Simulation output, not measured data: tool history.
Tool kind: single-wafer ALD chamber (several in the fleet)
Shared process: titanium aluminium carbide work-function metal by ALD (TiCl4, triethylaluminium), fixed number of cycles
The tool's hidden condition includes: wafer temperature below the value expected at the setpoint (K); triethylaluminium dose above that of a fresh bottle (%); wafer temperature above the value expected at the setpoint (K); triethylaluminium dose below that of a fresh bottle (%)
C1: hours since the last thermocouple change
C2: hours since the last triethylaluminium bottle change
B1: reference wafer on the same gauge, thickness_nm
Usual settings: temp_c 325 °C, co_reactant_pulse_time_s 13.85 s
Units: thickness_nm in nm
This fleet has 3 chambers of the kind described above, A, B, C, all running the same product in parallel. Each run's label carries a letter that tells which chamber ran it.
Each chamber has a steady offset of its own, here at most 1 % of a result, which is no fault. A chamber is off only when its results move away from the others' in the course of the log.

run 1B hour=5.8 | temp_c=325 co_reactant_pulse_time_s=13.85 | C1=639.4 C2=550.5 | B1=2.619 | thickness_nm=2.2609
run 2A hour=13.5 | temp_c=325 co_reactant_pulse_time_s=13.85 | C1=2078.6 C2=1339.4 | B1=2.6198 | thickness_nm=2.2831
run 3C hour=19.9 | temp_c=325 co_reactant_pulse_time_s=13.85 | C1=1131.4 C2=204.8 | B1=2.6197 | thickness_nm=2.2997
run 4A hour=25.7 | temp_c=325 co_reactant_pulse_time_s=13.85 | C1=2090.8 C2=1351.6 | B1=2.6176 | thickness_nm=2.2865
run 5C hour=33 | temp_c=337 co_reactant_pulse_time_s=9.8 | C1=1144.5 C2=217.9 | B1=2.6211 | thickness_nm=2.3341
run 6B hour=41.1 | temp_c=337 co_reactant_pulse_time_s=9.8 | C1=674.7 C2=585.8 | B1=2.6194 | thickness_nm=2.3079
run 7C hour=48.4 | temp_c=337 co_reactant_pulse_time_s=9.8 | C1=1159.9 C2=233.3 | B1=2.6215 | thickness_nm=2.3404
run 8B hour=55.9 | temp_c=325 co_reactant_pulse_time_s=13.85 | C1=689.5 C2=600.6 | B1=2.621 | thickness_nm=2.2714
run 9A hour=64.2 | temp_c=325 co_reactant_pulse_time_s=13.85 | C1=2129.3 C2=1390.1 | B1=2.6193 | thickness_nm=2.2918
run 10A hour=69.6 | temp_c=325 co_reactant_pulse_time_s=13.85 | C1=2134.7 C2=1395.5 | B1=2.6191 | thickness_nm=2.2764
run 11C hour=73.3 | temp_c=325 co_reactant_pulse_time_s=13.85 | C1=1184.8 C2=258.2 | B1=2.619 | thickness_nm=2.2915
run 12B hour=81.7 | temp_c=325 co_reactant_pulse_time_s=13.85 | C1=715.3 C2=626.4 | B1=2.618 | thickness_nm=2.2537
run 13B hour=87.6 | temp_c=325 co_reactant_pulse_time_s=13.85 | C1=721.2 C2=632.3 | B1=2.6178 | thickness_nm=2.2468
run 14C hour=95.1 | temp_c=325 co_reactant_pulse_time_s=13.85 | C1=1206.6 C2=280 | B1=2.6233 | thickness_nm=2.2942
run 15A hour=100.7 | temp_c=325 co_reactant_pulse_time_s=13.85 | C1=2165.8 C2=1426.6 | B1=2.6217 | thickness_nm=2.2819
run 16A hour=108.6 | temp_c=325 co_reactant_pulse_time_s=13.85 | C1=2173.7 C2=1434.5 | B1=2.6185 | thickness_nm=2.2835
run 17C hour=116.9 | temp_c=325 co_reactant_pulse_time_s=13.85 | C1=1228.4 C2=301.8 | B1=2.6181 | thickness_nm=2.2909
run 18B hour=124.4 | temp_c=325 co_reactant_pulse_time_s=13.85 | C1=758 C2=669.1 | B1=2.6204 | thickness_nm=2.233
run 19A hour=130.4 | temp_c=325 co_reactant_pulse_time_s=13.85 | C1=2195.5 C2=1456.3 | B1=2.6205 | thickness_nm=2.2847
run 20C hour=137.6 | temp_c=325 co_reactant_pulse_time_s=11.23 | C1=1249.1 C2=322.5 | B1=2.6219 | thickness_nm=2.2616
run 21B hour=142.6 | temp_c=325 co_reactant_pulse_time_s=11.23 | C1=776.2 C2=687.3 | B1=2.6195 | thickness_nm=2.1649
run 22C hour=149.3 | temp_c=325 co_reactant_pulse_time_s=11.23 | C1=1260.8 C2=334.2 | B1=2.6211 | thickness_nm=2.2662
run 23A hour=156.3 | temp_c=335 co_reactant_pulse_time_s=11.46 | C1=2221.4 C2=1482.2 | B1=2.6196 | thickness_nm=2.3517
run 24B hour=163.7 | temp_c=335 co_reactant_pulse_time_s=11.46 | C1=797.3 C2=708.4 | B1=2.6183 | thickness_nm=2.2417
run 25A hour=168.3 | temp_c=335 co_reactant_pulse_time_s=11.46 | C1=2233.4 C2=1494.2 | B1=2.6186 | thickness_nm=2.3424
run 26B hour=174.8 | temp_c=325 co_reactant_pulse_time_s=13.85 | C1=808.4 C2=719.5 | B1=2.6221 | thickness_nm=2.1931

Which is it: a chamber that has drifted or been left off by a service, a gauge drift common to all chambers, or only each chamber's usual small offset? If a chamber is off, name it and its likeliest cause.

One chamber, B, drifts off from the rest bit by bit.
Most likely cause: triethylaluminium dose below that of a fresh bottle (%) = 32.3.

Here are 4 candidates for chamber B's next run, each the usual settings with a change, their results left as question marks. Which one brings its results back in line with what the others give on the usual settings?
In line means no further than this from the other chambers' mean on the usual settings: thickness_nm 0.032 nm
run 27B-1 hour=180.9 | temp_c=335 co_reactant_pulse_time_s=13.85 | thickness_nm=?
run 27B-2 hour=180.9 | temp_c=308 co_reactant_pulse_time_s=13.85 | thickness_nm=?
run 27B-3 hour=180.9 | temp_c=320 co_reactant_pulse_time_s=11.97 | thickness_nm=?
run 27B-4 hour=180.9 | temp_c=335 co_reactant_pulse_time_s=17.34 | thickness_nm=?

The mean the other chambers reach with the usual settings: thickness_nm 2.2874 nm
run=27B-1 thickness_nm=2.2859
run=27B-2 thickness_nm=2.0517
run=27B-3 thickness_nm=2.1054
run=27B-4 thickness_nm=2.3393
Change 27B-1 lands the chamber within the allowed miss of the other chambers.

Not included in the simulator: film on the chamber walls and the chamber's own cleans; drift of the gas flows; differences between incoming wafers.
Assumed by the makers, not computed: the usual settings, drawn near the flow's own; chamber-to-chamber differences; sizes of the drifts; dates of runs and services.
